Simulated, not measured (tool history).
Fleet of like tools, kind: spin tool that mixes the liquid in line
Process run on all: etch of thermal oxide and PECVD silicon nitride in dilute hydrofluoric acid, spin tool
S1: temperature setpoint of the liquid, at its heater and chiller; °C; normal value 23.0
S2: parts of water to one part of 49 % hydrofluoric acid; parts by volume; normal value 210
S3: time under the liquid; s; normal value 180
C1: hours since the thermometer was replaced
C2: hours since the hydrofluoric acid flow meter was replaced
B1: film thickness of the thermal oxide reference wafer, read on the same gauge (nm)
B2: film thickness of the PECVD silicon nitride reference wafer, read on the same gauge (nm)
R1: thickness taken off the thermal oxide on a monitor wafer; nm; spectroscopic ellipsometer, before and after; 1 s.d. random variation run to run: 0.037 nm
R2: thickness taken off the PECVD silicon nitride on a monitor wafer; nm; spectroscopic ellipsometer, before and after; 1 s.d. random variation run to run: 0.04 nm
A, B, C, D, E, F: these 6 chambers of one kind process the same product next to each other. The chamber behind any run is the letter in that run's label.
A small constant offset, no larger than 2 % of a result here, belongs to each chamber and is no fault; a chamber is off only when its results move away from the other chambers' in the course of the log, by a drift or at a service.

run,hour,S1,S2,S3,C1,C2,B1,B2,R1,R2
1E,7.4,23.0,210,180,244.9,1758.8,110.02,29.995,3.4525,3.2454
2D,12.2,23.0,210,180,600.2,276.8,110.02,30.001,3.4643,3.2557
3B,15.8,23.0,210,180,61.3,344.6,110.01,30.000,3.4886,3.3389
4F,22.2,23.0,210,180,1883.0,1664.5,110.00,29.997,3.3699,3.2832
5C,25.7,23.0,210,180,657.9,2127.4,110.00,29.994,3.4542,3.2898
6A,32.3,23.0,210,180,2236.6,81.3,110.00,29.995,3.3935,3.3177
7A,38.4,23.0,210,180,2242.7,87.4,110.00,30.001,3.4621,3.2686
8D,44.3,23.0,210,180,632.3,308.9,110.01,30.015,3.4308,3.2920
9E,50.4,23.0,210,180,287.9,1801.8,110.00,29.994,3.4779,3.2582
10C,57.6,23.0,210,180,689.8,2159.3,110.01,30.015,3.4467,3.3494
11B,61.0,23.0,210,180,106.5,389.8,110.00,30.020,3.4351,3.2913
12F,65.1,23.0,210,180,1925.9,1707.4,109.98,29.974,3.3598,3.2259
13C,72.4,23.0,210,180,704.6,2174.1,109.99,29.984,3.4197,3.3591
14D,77.2,23.0,210,180,665.2,341.8,110.00,29.994,3.3459,3.3133
15B,81.6,23.0,210,180,127.1,410.4,109.99,29.996,3.4511,3.2761
16F,88.2,23.0,210,180,1949.0,1730.5,110.02,30.026,3.4255,3.3032
17A,93.4,23.0,210,180,2297.7,142.4,109.98,29.987,3.5116,3.2880
18E,100.5,23.0,210,180,338.0,1851.9,109.99,29.997,3.4712,3.2949
19C,104.3,23.0,210,180,736.5,2206.0,110.01,30.004,3.4002,3.3171
20D,109.1,23.0,210,180,697.1,373.7,110.01,30.009,3.4812,3.3488
# hour 112.6: chamber C: hydrofluoric acid flow meter replaced
21B,114.5,27.5,210,180,160.0,443.3,110.03,30.013,4.0535,4.4472
22E,119.3,27.5,210,180,356.8,1870.7,109.99,30.004,4.1156,4.2908
23A,122.8,27.5,210,180,2327.1,171.8,110.01,30.009,3.9634,4.4260
24F,128.6,27.5,210,180,1989.4,1770.9,110.01,30.022,4.0523,4.3199
25F,135.4,27.5,210,180,1996.2,1777.7,110.02,30.004,4.0335,4.2716
26C,143.0,27.5,210,180,775.2,30.4,110.00,30.001,4.0135,4.3019
27D,149.8,25.0,265,180,737.8,414.4,110.01,30.007,2.8121,2.9984
28A,156.9,25.0,265,180,2361.2,205.9,110.01,29.996,2.7174,2.9351
29E,162.7,25.0,265,180,400.2,1914.1,110.01,29.997,2.7297,3.0131
30B,167.0,25.0,265,180,212.5,495.8,110.02,29.995,2.7991,2.9977
31F,172.2,25.0,265,180,2033.0,1814.5,110.00,30.006,2.7434,2.9035
32A,178.8,25.0,265,180,2383.1,227.8,109.99,30.006,2.7993,2.9741
33E,183.8,23.0,210,180,421.3,1935.2,110.01,30.011,3.5040,3.2867
# hour 187.3: chamber B: hydrofluoric acid flow meter replaced
34C,191.2,23.0,210,180,823.4,78.6,110.00,30.007,3.4943,3.3055
35D,196.7,23.0,210,180,784.7,461.3,110.01,30.006,3.4637,3.2071
# hour 200.9: chamber E: hydrofluoric acid flow meter replaced
36B,202.8,23.0,210,215,248.3,15.5,110.00,29.998,4.1163,3.8898
37D,208.3,23.0,210,215,796.3,472.9,110.00,30.006,4.1446,3.9621
38E,216.0,23.0,210,215,453.5,15.1,110.01,30.005,4.1542,3.8629
# hour 221.7: chamber F: thermometer replaced
39F,223.1,23.0,210,215,1.5,1865.4,110.00,30.014,4.0831,3.8731
40A,228.5,23.0,210,215,2432.8,277.5,110.02,30.014,4.0692,3.9700

Which is it: a chamber that has drifted or been left off by a service, a gauge drift common to all chambers, or only each chamber's usual small offset? If a chamber is off, name it and its likeliest cause.

Neither any chamber nor the gauge drifts; the chambers differ only by their own small, steady offsets.
